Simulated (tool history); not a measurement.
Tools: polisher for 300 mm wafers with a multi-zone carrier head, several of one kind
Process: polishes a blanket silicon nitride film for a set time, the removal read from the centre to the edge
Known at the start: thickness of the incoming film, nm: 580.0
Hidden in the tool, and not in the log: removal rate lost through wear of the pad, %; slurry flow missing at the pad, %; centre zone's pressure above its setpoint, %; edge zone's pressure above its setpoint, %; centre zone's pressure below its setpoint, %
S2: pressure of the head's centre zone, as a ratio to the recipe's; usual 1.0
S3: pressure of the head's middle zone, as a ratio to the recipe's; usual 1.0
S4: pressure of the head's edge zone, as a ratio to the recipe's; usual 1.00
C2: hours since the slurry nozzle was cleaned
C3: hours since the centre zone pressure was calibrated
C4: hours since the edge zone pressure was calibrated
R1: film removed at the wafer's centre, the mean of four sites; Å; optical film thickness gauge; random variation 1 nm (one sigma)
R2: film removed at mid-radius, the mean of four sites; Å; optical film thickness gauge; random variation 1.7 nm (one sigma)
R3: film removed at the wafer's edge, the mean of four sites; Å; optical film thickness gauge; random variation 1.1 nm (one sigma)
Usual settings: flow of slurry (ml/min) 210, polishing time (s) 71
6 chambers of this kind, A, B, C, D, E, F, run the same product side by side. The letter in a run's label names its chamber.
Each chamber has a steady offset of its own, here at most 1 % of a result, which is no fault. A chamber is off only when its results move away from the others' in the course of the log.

{"hour": 2.8, "done": "chamber C: worn pad replaced by a new one"}
{"run": "1F", "hour": 8.0, "flow of slurry (ml/min)": 210, "S2": 1.0, "S3": 1.0, "S4": 1.0, "polishing time (s)": 71, "wafers polished on this pad": 419, "C2": 495.6, "C3": 319.7, "C4": 844.3, "R1": 1144.9, "R2": 1119.0, "R3": 1171.0}
{"run": "2B", "hour": 21.0, "flow of slurry (ml/min)": 210, "S2": 1.0, "S3": 1.0, "S4": 1.0, "polishing time (s)": 71, "wafers polished on this pad": 1285, "C2": 109.2, "C3": 437.9, "C4": 263.9, "R1": 1142.4, "R2": 1160.3, "R3": 1128.1}
{"run": "3E", "hour": 33.5, "flow of slurry (ml/min)": 210, "S2": 1.0, "S3": 1.0, "S4": 1.0, "polishing time (s)": 71, "wafers polished on this pad": 495, "C2": 132.7, "C3": 166.0, "C4": 963.8, "R1": 1147.2, "R2": 1153.4, "R3": 1152.4}
{"run": "4A", "hour": 40.2, "flow of slurry (ml/min)": 210, "S2": 1.0, "S3": 1.0, "S4": 1.0, "polishing time (s)": 71, "wafers polished on this pad": 698, "C2": 234.4, "C3": 658.4, "C4": 680.0, "R1": 1147.6, "R2": 1136.0, "R3": 1163.5}
{"hour": 45.6, "done": "chamber B: worn pad replaced by a new one"}
{"hour": 50.6, "done": "chamber A: worn pad replaced by a new one"}
{"run": "5D", "hour": 51.4, "flow of slurry (ml/min)": 210, "S2": 1.0, "S3": 1.0, "S4": 1.0, "polishing time (s)": 71, "wafers polished on this pad": 1032, "C2": 84.6, "C3": 207.5, "C4": 481.5, "R1": 1136.0, "R2": 1135.1, "R3": 1136.9}
{"hour": 53.9, "done": "chamber F: worn pad replaced by a new one"}
{"run": "6C", "hour": 63.1, "flow of slurry (ml/min)": 210, "S2": 1.0, "S3": 1.0, "S4": 1.0, "polishing time (s)": 71, "wafers polished on this pad": 457, "C2": 798.6, "C3": 410.4, "C4": 267.5, "R1": 1144.4, "R2": 1122.4, "R3": 1142.6}
{"run": "7C", "hour": 70.3, "flow of slurry (ml/min)": 210, "S2": 1.0, "S3": 1.0, "S4": 1.0, "polishing time (s)": 71, "wafers polished on this pad": 511, "C2": 805.8, "C3": 417.6, "C4": 274.7, "R1": 1110.2, "R2": 1141.1, "R3": 1148.1}
{"hour": 72.5, "done": "chamber E: worn pad replaced by a new one"}
{"run": "8E", "hour": 82.7, "flow of slurry (ml/min)": 210, "S2": 1.0, "S3": 1.0, "S4": 1.0, "polishing time (s)": 82, "wafers polished on this pad": 77, "C2": 181.9, "C3": 215.2, "C4": 1013.0, "R1": 1312.7, "R2": 1348.9, "R3": 1332.9}
{"hour": 89.0, "done": "chamber F: edge zone pressure recalibrated"}
{"run": "9B", "hour": 91.1, "flow of slurry (ml/min)": 210, "S2": 1.0, "S3": 1.0, "S4": 1.0, "polishing time (s)": 82, "wafers polished on this pad": 345, "C2": 179.3, "C3": 508.0, "C4": 334.0, "R1": 1284.3, "R2": 1345.9, "R3": 1325.0}
{"run": "10F", "hour": 97.3, "flow of slurry (ml/min)": 210, "S2": 1.0, "S3": 1.0, "S4": 1.0, "polishing time (s)": 82, "wafers polished on this pad": 329, "C2": 584.9, "C3": 409.0, "C4": 8.3, "R1": 1294.9, "R2": 1328.7, "R3": 1350.8}
{"hour": 97.8, "done": "chamber C: worn pad replaced by a new one"}
{"run": "11D", "hour": 109.0, "flow of slurry (ml/min)": 210, "S2": 1.0, "S3": 1.0, "S4": 1.0, "polishing time (s)": 82, "wafers polished on this pad": 1468, "C2": 142.2, "C3": 265.1, "C4": 539.1, "R1": 1319.3, "R2": 1300.8, "R3": 1290.0}
{"run": "12A", "hour": 115.7, "flow of slurry (ml/min)": 210, "S2": 1.0, "S3": 1.0, "S4": 1.0, "polishing time (s)": 82, "wafers polished on this pad": 493, "C2": 309.9, "C3": 733.9, "C4": 755.5, "R1": 1333.8, "R2": 1340.8, "R3": 1362.4}
{"run": "13F", "hour": 129.1, "flow of slurry (ml/min)": 210, "S2": 1.0, "S3": 1.0, "S4": 1.0, "polishing time (s)": 82, "wafers polished on this pad": 570, "C2": 616.7, "C3": 440.8, "C4": 40.1, "R1": 1324.6, "R2": 1300.1, "R3": 1331.5}
{"run": "14E", "hour": 137.3, "flow of slurry (ml/min)": 210, "S2": 1.0, "S3": 1.0, "S4": 1.0, "polishing time (s)": 71, "wafers polished on this pad": 491, "C2": 236.5, "C3": 269.8, "C4": 1067.6, "R1": 1168.0, "R2": 1149.9, "R3": 1136.9}
{"hour": 146.9, "done": "chamber C: slurry nozzle cleaned"}
{"run": "15A", "hour": 148.8, "flow of slurry (ml/min)": 210, "S2": 1.1, "S3": 1.0, "S4": 1.11, "polishing time (s)": 71, "wafers polished on this pad": 744, "C2": 343.0, "C3": 767.0, "C4": 788.6, "R1": 1270.9, "R2": 1117.4, "R3": 1220.7}
{"hour": 151.3, "done": "chamber A: worn pad replaced by a new one"}
{"hour": 151.6, "done": "chamber A: edge zone pressure recalibrated"}
{"hour": 155.3, "done": "chamber F: worn pad replaced by a new one"}
{"run": "16C", "hour": 159.0, "flow of slurry (ml/min)": 210, "S2": 1.1, "S3": 1.0, "S4": 1.11, "polishing time (s)": 71, "wafers polished on this pad": 464, "C2": 12.2, "C3": 506.3, "C4": 363.4, "R1": 1286.1, "R2": 1152.2, "R3": 1202.4}
{"run": "17D", "hour": 165.3, "flow of slurry (ml/min)": 210, "S2": 1.1, "S3": 1.0, "S4": 1.11, "polishing time (s)": 71, "wafers polished on this pad": 1895, "C2": 198.5, "C3": 321.4, "C4": 595.4, "R1": 1262.3, "R2": 1108.1, "R3": 1193.8}
{"run": "18B", "hour": 173.2, "flow of slurry (ml/min)": 210, "S2": 1.1, "S3": 1.0, "S4": 1.11, "polishing time (s)": 71, "wafers polished on this pad": 967, "C2": 261.4, "C3": 590.1, "C4": 416.1, "R1": 1246.1, "R2": 1161.0, "R3": 1197.9}
{"run": "19E", "hour": 179.4, "flow of slurry (ml/min)": 210, "S2": 1.1, "S3": 1.0, "S4": 1.11, "polishing time (s)": 71, "wafers polished on this pad": 810, "C2": 278.6, "C3": 311.9, "C4": 1109.7, "R1": 1250.3, "R2": 1148.2, "R3": 1205.2}
{"run": "20D", "hour": 187.2, "flow of slurry (ml/min)": 210, "S2": 1.1, "S3": 1.0, "S4": 1.11, "polishing time (s)": 71, "wafers polished on this pad": 2061, "C2": 220.4, "C3": 343.3, "C4": 617.3, "R1": 1253.4, "R2": 1114.0, "R3": 1214.0}
{"hour": 195.9, "done": "chamber E: worn pad replaced by a new one"}
{"run": "21B", "hour": 196.4, "flow of slurry (ml/min)": 210, "S2": 1.0, "S3": 1.0, "S4": 1.0, "polishing time (s)": 71, "wafers polished on this pad": 1143, "C2": 284.6, "C3": 613.3, "C4": 439.3, "R1": 1138.2, "R2": 1133.4, "R3": 1134.2}
{"run": "22C", "hour": 205.1, "flow of slurry (ml/min)": 210, "S2": 1.0, "S3": 1.0, "S4": 1.0, "polishing time (s)": 71, "wafers polished on this pad": 813, "C2": 58.3, "C3": 552.4, "C4": 409.5, "R1": 1148.4, "R2": 1163.6, "R3": 1155.0}
{"hour": 207.8, "done": "chamber C: worn pad replaced by a new one"}
{"run": "23A", "hour": 214.2, "flow of slurry (ml/min)": 210, "S2": 1.0, "S3": 1.0, "S4": 1.0, "polishing time (s)": 71, "wafers polished on this pad": 476, "C2": 408.4, "C3": 832.4, "C4": 62.6, "R1": 1147.1, "R2": 1142.2, "R3": 1145.1}
{"run": "24F", "hour": 224.1, "flow of slurry (ml/min)": 210, "S2": 1.0, "S3": 0.9, "S4": 1.0, "polishing time (s)": 56, "wafers polished on this pad": 522, "C2": 711.7, "C3": 535.8, "C4": 135.1, "R1": 912.17, "R2": 813.75, "R3": 918.34}
{"run": "25A", "hour": 231.6, "flow of slurry (ml/min)": 210, "S2": 1.0, "S3": 0.9, "S4": 1.0, "polishing time (s)": 56, "wafers polished on this pad": 608, "C2": 425.8, "C3": 849.8, "C4": 80.0, "R1": 900.72, "R2": 836.73, "R3": 924.75}
{"hour": 236.3, "done": "chamber F: slurry nozzle cleaned"}
{"hour": 240.5, "done": "chamber B: worn pad replaced by a new one"}
{"run": "26E", "hour": 242.6, "flow of slurry (ml/min)": 210, "S2": 1.0, "S3": 0.9, "S4": 1.0, "polishing time (s)": 56, "wafers polished on this pad": 354, "C2": 341.8, "C3": 375.1, "C4": 1172.9, "R1": 899.98, "R2": 828.9, "R3": 907.09}
{"run": "27C", "hour": 250.3, "flow of slurry (ml/min)": 210, "S2": 1.0, "S3": 0.9, "S4": 1.0, "polishing time (s)": 56, "wafers polished on this pad": 322, "C2": 103.5, "C3": 597.6, "C4": 454.7, "R1": 897.73, "R2": 821.24, "R3": 902.66}
{"hour": 262.4, "done": "chamber F: worn pad replaced by a new one"}
{"run": "28F", "hour": 263.3, "flow of slurry (ml/min)": 210, "S2": 1.0, "S3": 0.9, "S4": 1.0, "polishing time (s)": 56, "wafers polished on this pad": 7, "C2": 27.0, "C3": 575.0, "C4": 174.3, "R1": 887.61, "R2": 817.3, "R3": 906.58}
{"run": "29B", "hour": 269.7, "flow of slurry (ml/min)": 210, "S2": 1.0, "S3": 0.9, "S4": 1.0, "polishing time (s)": 56, "wafers polished on this pad": 221, "C2": 357.9, "C3": 686.6, "C4": 512.6, "R1": 888.76, "R2": 822.11, "R3": 903.64}
{"hour": 273.6, "done": "chamber A: worn pad replaced by a new one"}
{"run": "30D", "hour": 282.9, "flow of slurry (ml/min)": 210, "S2": 1.0, "S3": 1.0, "S4": 1.0, "polishing time (s)": 71, "wafers polished on this pad": 2786, "C2": 316.1, "C3": 439.0, "C4": 713.0, "R1": 1106.2, "R2": 1073.9, "R3": 1081.5}
{"hour": 288.8, "done": "chamber D: slurry nozzle cleaned"}
{"hour": 292.7, "done": "chamber C: worn pad replaced by a new one"}
{"run": "31E", "hour": 296.5, "flow of slurry (ml/min)": 210, "S2": 1.0, "S3": 1.0, "S4": 1.0, "polishing time (s)": 71, "wafers polished on this pad": 763, "C2": 395.7, "C3": 429.0, "C4": 1226.8, "R1": 1141.9, "R2": 1129.8, "R3": 1143.1}
{"hour": 304.1, "done": "chamber E: worn pad replaced by a new one"}
{"run": "32F", "hour": 307.7, "flow of slurry (ml/min)": 210, "S2": 1.0, "S3": 1.0, "S4": 1.0, "polishing time (s)": 71, "wafers polished on this pad": 344, "C2": 71.4, "C3": 619.4, "C4": 218.7, "R1": 1158.9, "R2": 1160.0, "R3": 1146.0}
{"run": "33D", "hour": 316.2, "flow of slurry (ml/min)": 210, "S2": 1.0, "S3": 1.0, "S4": 1.0, "polishing time (s)": 71, "wafers polished on this pad": 3039, "C2": 27.5, "C3": 472.3, "C4": 746.3, "R1": 1097.1, "R2": 1097.9, "R3": 1100.0}
{"run": "34B", "hour": 328.9, "flow of slurry (ml/min)": 210, "S2": 1.0, "S3": 1.0, "S4": 1.0, "polishing time (s)": 71, "wafers polished on this pad": 670, "C2": 417.1, "C3": 745.8, "C4": 571.8, "R1": 1137.8, "R2": 1167.7, "R3": 1144.8}
{"run": "35C", "hour": 336.3, "flow of slurry (ml/min)": 210, "S2": 1.0, "S3": 1.0, "S4": 1.0, "polishing time (s)": 71, "wafers polished on this pad": 331, "C2": 189.5, "C3": 683.6, "C4": 540.7, "R1": 1146.7, "R2": 1175.5, "R3": 1123.0}
{"run": "36A", "hour": 342.7, "flow of slurry (ml/min)": 210, "S2": 1.0, "S3": 1.0, "S4": 1.0, "polishing time (s)": 71, "wafers polished on this pad": 523, "C2": 536.9, "C3": 960.9, "C4": 191.1, "R1": 1150.9, "R2": 1147.4, "R3": 1157.1}
{"run": "37A", "hour": 349.1, "flow of slurry (ml/min)": 210, "S2": 1.0, "S3": 1.0, "S4": 1.0, "polishing time (s)": 71, "wafers polished on this pad": 572, "C2": 543.3, "C3": 967.3, "C4": 197.5, "R1": 1141.9, "R2": 1144.3, "R3": 1169.1}
{"run": "38C", "hour": 361.2, "flow of slurry (ml/min)": 210, "S2": 1.0, "S3": 1.0, "S4": 1.0, "polishing time (s)": 71, "wafers polished on this pad": 519, "C2": 214.4, "C3": 708.5, "C4": 565.6, "R1": 1140.3, "R2": 1116.6, "R3": 1159.8}
{"hour": 364.2, "done": "chamber F: worn pad replaced by a new one"}
{"run": "39F", "hour": 371.2, "flow of slurry (ml/min)": 210, "S2": 1.0, "S3": 1.0, "S4": 0.91, "polishing time (s)": 71, "wafers polished on this pad": 53, "C2": 134.9, "C3": 682.9, "C4": 282.2, "R1": 1159.9, "R2": 1132.4, "R3": 1087.4}
{"run": "40E", "hour": 377.6, "flow of slurry (ml/min)": 210, "S2": 1.0, "S3": 1.0, "S4": 0.91, "polishing time (s)": 71, "wafers polished on this pad": 557, "C2": 476.8, "C3": 510.1, "C4": 1307.9, "R1": 1140.9, "R2": 1126.8, "R3": 1104.3}
{"run": "41B", "hour": 385.0, "flow of slurry (ml/min)": 210, "S2": 1.0, "S3": 1.0, "S4": 0.91, "polishing time (s)": 71, "wafers polished on this pad": 1095, "C2": 473.2, "C3": 801.9, "C4": 627.9, "R1": 1122.6, "R2": 1173.8, "R3": 1082.2}

Is one chamber off against the others, does the gauge drift, or is nothing wrong? If a chamber is off, say which, and what the likeliest cause is.

Chamber D drifts away from the others.
Cause: removal rate lost through wear of the pad, % = 7.39.

Here are 4 candidates for chamber D's next run, each the usual settings with a change, their results left as question marks. Which one brings its results back in line with what the others give on the usual settings?
In line means no further than this from the other chambers' mean on the usual settings: R1 36.00 Å; R2 60.00 Å; R3 40.00 Å
{"run": "42D-1", "hour": 394.7, "flow of slurry (ml/min)": 210, "S2": 1.0, "S3": 0.99, "S4": 1.0, "polishing time (s)": 66, "R1": "?", "R2": "?", "R3": "?"}
{"run": "42D-2", "hour": 394.7, "flow of slurry (ml/min)": 210, "S2": 1.0, "S3": 1.01, "S4": 1.0, "polishing time (s)": 76, "R1": "?", "R2": "?", "R3": "?"}
{"run": "42D-3", "hour": 394.7, "flow of slurry (ml/min)": 215, "S2": 1.0, "S3": 1.01, "S4": 1.0, "polishing time (s)": 82, "R1": "?", "R2": "?", "R3": "?"}
{"run": "42D-4", "hour": 394.7, "flow of slurry (ml/min)": 205, "S2": 1.01, "S3": 0.99, "S4": 1.0, "polishing time (s)": 61, "R1": "?", "R2": "?", "R3": "?"}

The other chambers' mean on the usual settings: R1 1142.40 Å; R2 1146.80 Å; R3 1147.80 Å
run=42D-1 R1=986.52 R2=967.48 R3=978.95
run=42D-2 R1=1136.20 R2=1135.00 R3=1126.90
run=42D-3 R1=1230.30 R2=1228.70 R3=1218.90
run=42D-4 R1=918.29 R2=891.07 R3=902.47
42D-2 brings the chamber back in line.
